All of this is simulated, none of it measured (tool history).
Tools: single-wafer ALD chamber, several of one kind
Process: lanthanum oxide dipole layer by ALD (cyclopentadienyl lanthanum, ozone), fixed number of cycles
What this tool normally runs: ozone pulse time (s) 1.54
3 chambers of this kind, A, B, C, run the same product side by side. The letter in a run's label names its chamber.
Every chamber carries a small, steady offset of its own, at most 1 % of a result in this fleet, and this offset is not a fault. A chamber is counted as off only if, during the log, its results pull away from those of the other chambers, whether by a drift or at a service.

run	hour	ozone pulse time (s)	hours since the last thermocouple change	hours since the last ozone generator service	read-back reference wafer on the same gauge, thickness_nm	mean film thickness on the monitor wafer (nm)
1B	3.6	1.54	343.3	460.3	0.51540	0.55643
2C	7.0	1.54	1099.6	696.1	0.51446	0.54892
3A	10.3	1.54	49.5	174.0	0.51537	0.55651
4C	14.3	1.54	1106.9	703.4	0.51505	0.55398
5A	17.8	2.06	57.0	181.5	0.51545	0.57313
6B	22.5	2.06	362.2	479.2	0.51560	0.57520
7B	25.0	2.06	364.7	481.7	0.51554	0.57381
8C	29.9	1.54	1122.5	719.0	0.51503	0.55301
9A	34.0	1.54	73.2	197.7	0.51512	0.55417
10A	39.1	1.54	78.3	202.8	0.51544	0.55419
11B	43.1	1.54	382.8	499.8	0.51532	0.55472
12C	47.5	1.54	1140.1	736.6	0.51575	0.55066
13B	51.3	1.54	391.0	508.0	0.51560	0.55440
14C	53.9	1.54	1146.5	743.0	0.51540	0.54713
15A	59.0	1.54	98.2	222.7	0.51485	0.55566
16C	62.5	1.54	1155.1	751.6	0.51538	0.54568
17A	66.8	1.86	106.0	230.5	0.51582	0.56943
18B	71.7	1.86	411.4	528.4	0.51532	0.57171
19A	74.4	1.86	113.6	238.1	0.51534	0.57294
20C	78.5	1.54	1171.1	767.6	0.51541	0.54936
21B	81.7	1.83	421.4	538.4	0.51501	0.56956
22C	84.5	1.83	1177.1	773.6	0.51425	0.56057
23A	88.7	1.83	127.9	252.4	0.51478	0.56942
24B	91.2	1.54	430.9	547.9	0.51529	0.55742
25A	96.5	1.54	135.7	260.2	0.51465	0.54896
26B	100.1	1.10	439.8	556.8	0.51449	0.51670
27C	105.2	1.10	1197.8	794.3	0.51473	0.51532
28B	107.8	1.10	447.5	564.5	0.51448	0.51635
29A	112.5	1.54	151.7	276.2	0.51498	0.55348
30C	115.3	2.06	1207.9	804.4	0.51511	0.57069
31B	119.5	2.06	459.2	576.2	0.51496	0.57066
32C	122.9	2.06	1215.5	812.0	0.51446	0.56679
33A	125.6	1.54	164.8	289.3	0.51454	0.55193

Is one chamber off against the others, does the gauge drift, or is nothing wrong? If a chamber is off, say which, and what the likeliest cause is.

Beyond each chamber's small constant offset nothing stands out, and the gauge stays steady.

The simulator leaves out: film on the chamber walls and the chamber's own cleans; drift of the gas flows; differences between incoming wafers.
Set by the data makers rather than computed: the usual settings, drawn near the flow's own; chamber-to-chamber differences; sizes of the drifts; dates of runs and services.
